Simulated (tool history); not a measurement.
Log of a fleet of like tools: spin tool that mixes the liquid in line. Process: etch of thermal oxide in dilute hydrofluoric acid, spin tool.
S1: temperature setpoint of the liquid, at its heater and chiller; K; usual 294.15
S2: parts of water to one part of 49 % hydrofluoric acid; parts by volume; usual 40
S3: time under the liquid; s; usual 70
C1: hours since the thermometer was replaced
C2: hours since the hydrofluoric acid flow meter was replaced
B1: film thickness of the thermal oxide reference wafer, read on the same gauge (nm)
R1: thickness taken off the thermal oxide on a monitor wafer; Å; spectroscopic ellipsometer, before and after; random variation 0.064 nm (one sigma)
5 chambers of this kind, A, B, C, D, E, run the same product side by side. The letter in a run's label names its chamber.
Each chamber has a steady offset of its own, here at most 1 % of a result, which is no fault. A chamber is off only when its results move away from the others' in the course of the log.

Run 1D, day 0.267: usual settings; C1 2126.4; C2 468.5; B1 140.00. Result: R1 78.470 Å.
Run 2C, day 0.492: usual settings; C1 458.1; C2 1827.3; B1 140.01. Result: R1 80.472 Å.
Run 3A, day 0.750: usual settings; C1 598.0; C2 197.1; B1 140.03. Result: R1 78.177 Å.
Run 4E, day 0.912: usual settings; C1 2336.9; C2 390.3; B1 139.99. Result: R1 78.707 Å.
Run 5B, day 1.071: usual settings; C1 456.1; C2 1358.4; B1 140.01. Result: R1 78.569 Å.
Run 6D, day 1.262: usual settings; C1 2150.3; C2 492.4; B1 139.97. Result: R1 78.857 Å.
Run 7A, day 1.496: usual settings but S2 30 parts by volume, S3 45 s; C1 615.9; C2 215.0; B1 140.00. Result: R1 69.125 Å.
Run 8C, day 1.646: usual settings but S2 30 parts by volume, S3 45 s; C1 485.8; C2 1855.0; B1 140.01. Result: R1 70.182 Å.
Run 9B, day 1.862: usual settings but S2 30 parts by volume, S3 45 s; C1 475.1; C2 1377.4; B1 140.01. Result: R1 68.291 Å.
Run 10E, day 2.054: usual settings but S2 30 parts by volume, S3 45 s; C1 2364.3; C2 417.7; B1 139.98. Result: R1 68.398 Å.
Run 11A, day 2.283: usual settings but S2 30 parts by volume, S3 45 s; C1 634.8; C2 233.9; B1 140.01. Result: R1 69.792 Å.
Run 12C, day 2.525: usual settings; C1 506.9; C2 1876.1; B1 140.01. Result: R1 80.704 Å.
At day 2.754: chamber B: hydrofluoric acid flow meter replaced.
Run 13D, day 2.808: usual settings but S1 291.15 K, S3 90 s; C1 2187.4; C2 529.5; B1 140.00. Result: R1 88.747 Å.
Run 14E, day 3.100: usual settings but S1 291.15 K, S3 90 s; C1 2389.4; C2 442.8; B1 140.00. Result: R1 88.655 Å.
Run 15B, day 3.246: usual settings but S1 291.15 K, S3 90 s; C1 508.3; C2 11.9; B1 140.00. Result: R1 89.009 Å.
Run 16E, day 3.500: usual settings but S1 291.15 K, S3 90 s; C1 2399.0; C2 452.4; B1 140.01. Result: R1 90.499 Å.
Run 17B, day 3.775: usual settings but S1 291.15 K, S3 90 s; C1 521.0; C2 24.6; B1 139.96. Result: R1 89.779 Å.
Run 18C, day 4.058: usual settings; C1 543.7; C2 1912.9; B1 140.00. Result: R1 79.769 Å.
Run 19D, day 4.221: usual settings; C1 2221.3; C2 563.4; B1 140.02. Result: R1 79.165 Å.
Run 20A, day 4.496: usual settings; C1 687.9; C2 287.0; B1 140.01. Result: R1 80.286 Å.
Run 21D, day 4.650: usual settings; C1 2231.6; C2 573.7; B1 140.02. Result: R1 78.996 Å.
Run 22C, day 4.938: usual settings; C1 564.8; C2 1934.0; B1 140.00. Result: R1 79.426 Å.
At day 4.958: chamber C: hydrofluoric acid flow meter replaced.
Run 23A, day 5.154: usual settings; C1 703.7; C2 302.8; B1 140.00. Result: R1 79.870 Å.
Run 24B, day 5.433: usual settings; C1 560.8; C2 64.4; B1 140.00. Result: R1 76.511 Å.
Run 25E, day 5.712: usual settings; C1 2452.1; C2 505.5; B1 139.99. Result: R1 79.336 Å.
Run 26E, day 5.929: usual settings; C1 2457.3; C2 510.7; B1 140.03. Result: R1 79.012 Å.
Run 27C, day 6.138: usual settings; C1 593.6; C2 28.4; B1 139.99. Result: R1 80.230 Å.
Run 28B, day 6.404: usual settings; C1 584.1; C2 87.7; B1 139.99. Result: R1 76.728 Å.
Run 29A, day 6.638: usual settings; C1 739.3; C2 338.4; B1 140.00. Result: R1 80.083 Å.
Run 30D, day 6.938: usual settings but S2 60 parts by volume; C1 2286.5; C2 628.6; B1 140.00. Result: R1 51.484 Å.
Run 31A, day 7.200: usual settings but S2 60 parts by volume; C1 752.8; C2 351.9; B1 140.00. Result: R1 51.872 Å.
Run 32D, day 7.488: usual settings but S2 60 parts by volume; C1 2299.7; C2 641.8; B1 140.02. Result: R1 50.901 Å.
Run 33E, day 7.733: usual settings but S2 60 parts by volume; C1 2500.6; C2 554.0; B1 139.97. Result: R1 52.074 Å.
At day 7.792: chamber A: thermometer replaced.
Run 34C, day 7.958: usual settings but S2 60 parts by volume; C1 637.3; C2 72.1; B1 139.98. Result: R1 51.853 Å.
Run 35B, day 8.129: usual settings; C1 625.5; C2 129.1; B1 140.01. Result: R1 74.803 Å.
Run 36A, day 8.292: usual settings; C1 12.0; C2 378.1; B1 140.01. Result: R1 79.697 Å.
Run 37D, day 8.442: usual settings; C1 2322.6; C2 664.7; B1 140.01. Result: R1 78.333 Å.

Is one chamber off against the others, does the gauge drift, or is nothing wrong? If a chamber is off, say which, and what the likeliest cause is.

Chamber B drifts away from the others.
Cause: liquid colder than its thermometer reads (K) = 1.48.

Here are 4 candidates for chamber B's next run, each the usual settings with a change, their results left as question marks. Which one brings its results back in line with what the others give on the usual settings?
In line means no further than this from the other chambers' mean on the usual settings: R1 2.300 Å
Run 38B-1, day 8.658: usual settings but S3 65 s. Result: R1 ?.
Run 38B-2, day 8.658: usual settings but S1 293.65 K. Result: R1 ?.
Run 38B-3, day 8.658: usual settings but S3 75 s. Result: R1 ?.
Run 38B-4, day 8.658: usual settings but S1 294.65 K. Result: R1 ?.

The other chambers' mean on the usual settings: R1 79.380 Å
  run      R1
38B-1  68.960
38B-2  72.716
38B-3  79.569
38B-4  75.840
38B-3 brings the chamber back in line.
